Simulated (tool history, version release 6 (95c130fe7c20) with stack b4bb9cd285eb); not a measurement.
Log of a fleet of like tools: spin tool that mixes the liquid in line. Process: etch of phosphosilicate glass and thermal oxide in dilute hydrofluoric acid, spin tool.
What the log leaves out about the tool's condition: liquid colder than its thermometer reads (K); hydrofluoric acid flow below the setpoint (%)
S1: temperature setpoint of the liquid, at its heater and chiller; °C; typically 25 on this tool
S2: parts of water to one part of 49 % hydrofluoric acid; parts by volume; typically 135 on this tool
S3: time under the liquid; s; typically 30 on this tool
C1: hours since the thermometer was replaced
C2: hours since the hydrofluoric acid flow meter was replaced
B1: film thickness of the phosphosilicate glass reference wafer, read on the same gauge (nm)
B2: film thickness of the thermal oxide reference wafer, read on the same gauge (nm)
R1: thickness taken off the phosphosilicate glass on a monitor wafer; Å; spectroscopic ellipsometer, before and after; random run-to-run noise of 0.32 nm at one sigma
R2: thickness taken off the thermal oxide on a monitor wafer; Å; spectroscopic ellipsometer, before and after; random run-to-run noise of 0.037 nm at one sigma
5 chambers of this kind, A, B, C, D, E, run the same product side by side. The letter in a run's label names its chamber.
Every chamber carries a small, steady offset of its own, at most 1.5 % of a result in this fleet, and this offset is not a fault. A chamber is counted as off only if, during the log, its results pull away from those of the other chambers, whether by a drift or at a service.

run,day,S1,S2,S3,C1,C2,B1,B2,R1,R2
1A,0.142,25,135,30,1572,1934.5,50.005,79.98,441.16,10.951
2E,0.421,25,135,30,335.7,1828.7,49.992,80.002,446.14,9.9755
3B,0.562,25,135,30,750.7,1379.6,50.012,79.993,442.91,10.688
4D,0.788,25,135,30,433.7,800.9,50.072,79.967,447.53,10.406
5C,1.096,25,135,30,908.6,76.3,50.014,80.032,439.55,10.439
6B,1.404,25,135,30,770.9,1399.8,50.028,79.968,443,10.216
7E,1.617,25,135,30,364.4,1857.4,49.964,79.994,446.54,10.546
# day 1.862: chamber E: hydrofluoric acid flow meter replaced
8C,1.912,25,135,30,928.2,95.9,50.003,80.013,440.23,9.9266
9D,2.233,25,190,45,468.4,835.6,49.976,79.957,448.92,10.593
10A,2.45,25,190,45,1627.4,1989.9,50.055,79.99,441.74,10.98
11C,2.675,25,190,45,946.5,114.2,49.972,79.994,444.32,10.8
12E,2.871,25,190,45,394.5,24.2,49.993,79.966,449.7,10.005
13B,3.192,25,190,45,813.8,1442.7,50.028,80.034,443.8,10.593
14D,3.483,25,135,30,498.4,865.6,49.976,80.036,448.83,11.442
15A,3.729,25,135,30,1658.1,2020.6,49.995,80.05,448.73,10.829
16A,4,25,135,30,1664.6,2027.1,50.013,80.018,442.28,10.279
17B,4.225,25,135,50,838.6,1467.5,50.02,80.025,740.64,17.067
18C,4.396,25,135,50,987.8,155.5,50.051,80.005,739.77,17.942
19D,4.588,25,135,50,524.9,892.1,49.992,79.975,755.48,18.736
20E,4.808,25,135,50,441,70.7,49.993,80.005,734.1,17.218
21B,5.042,25,135,50,858.2,1487.1,50.035,79.978,741.29,17.286
22E,5.275,25,135,30,452.2,81.9,50.055,79.995,446.5,9.9321
23A,5.542,25,135,30,1701.6,2064.1,50.003,80.014,441.02,11.173
24D,5.767,25,135,30,553.2,920.4,50.023,80.015,440.86,10.572
25C,6.075,25,135,30,1028.1,195.8,49.984,80.004,440.46,10.895
26D,6.246,25,135,30,564.7,931.9,49.974,80.034,445.6,10.93
27A,6.508,25,135,30,1724.8,2087.3,49.993,79.99,441.21,10.947
28C,6.671,25,135,30,1042.4,210.1,50.033,80.008,441.64,10.329
29E,6.992,25,135,30,493.4,123.1,49.978,79.962,443.69,10.49
30B,7.288,25,135,30,912.1,1541,50.011,79.989,448.3,10.84
31A,7.433,25,135,30,1747,2109.5,50.026,80.014,441.32,10.549
32D,7.671,25,135,30,598.9,966.1,50.047,79.991,448.84,11.443
33B,7.858,25,135,30,925.8,1554.7,50.065,79.999,444.27,10.781
34C,8.017,25,135,30,1074.7,242.4,50.001,79.971,440.55,11.03
35E,8.342,25,135,30,525.8,155.5,49.987,80.021,437.45,10.778
36C,8.662,25,135,30,1090.2,257.9,49.956,79.991,444.23,10.642
37B,8.833,25,85,30,949.2,1578.1,50.036,80.024,758.24,17.457
38D,9.117,25,85,30,633.6,1000.8,50.037,79.977,753.43,17.103
39A,9.262,25,85,30,1790.9,2153.4,49.998,80.016,753.33,17.911
40E,9.562,25,85,30,555.1,184.8,50.05,80.019,766.95,18.298
41C,9.733,25,85,30,1115.9,283.6,50.021,80.014,744.1,18.814
42D,9.971,25,135,30,654.1,1021.3,49.94,80.011,448.42,10.586
43E,10.204,25,135,30,570.5,200.2,50.016,79.98,449.42,10.513
44B,10.483,25,135,30,988.8,1617.7,49.988,80.027,448.6,10.656

Which is it: a chamber that has drifted or been left off by a service, a gauge drift common to all chambers, or only each chamber's usual small offset? If a chamber is off, name it and its likeliest cause.

Neither any chamber nor the gauge drifts; the chambers differ only by their own small, steady offsets.
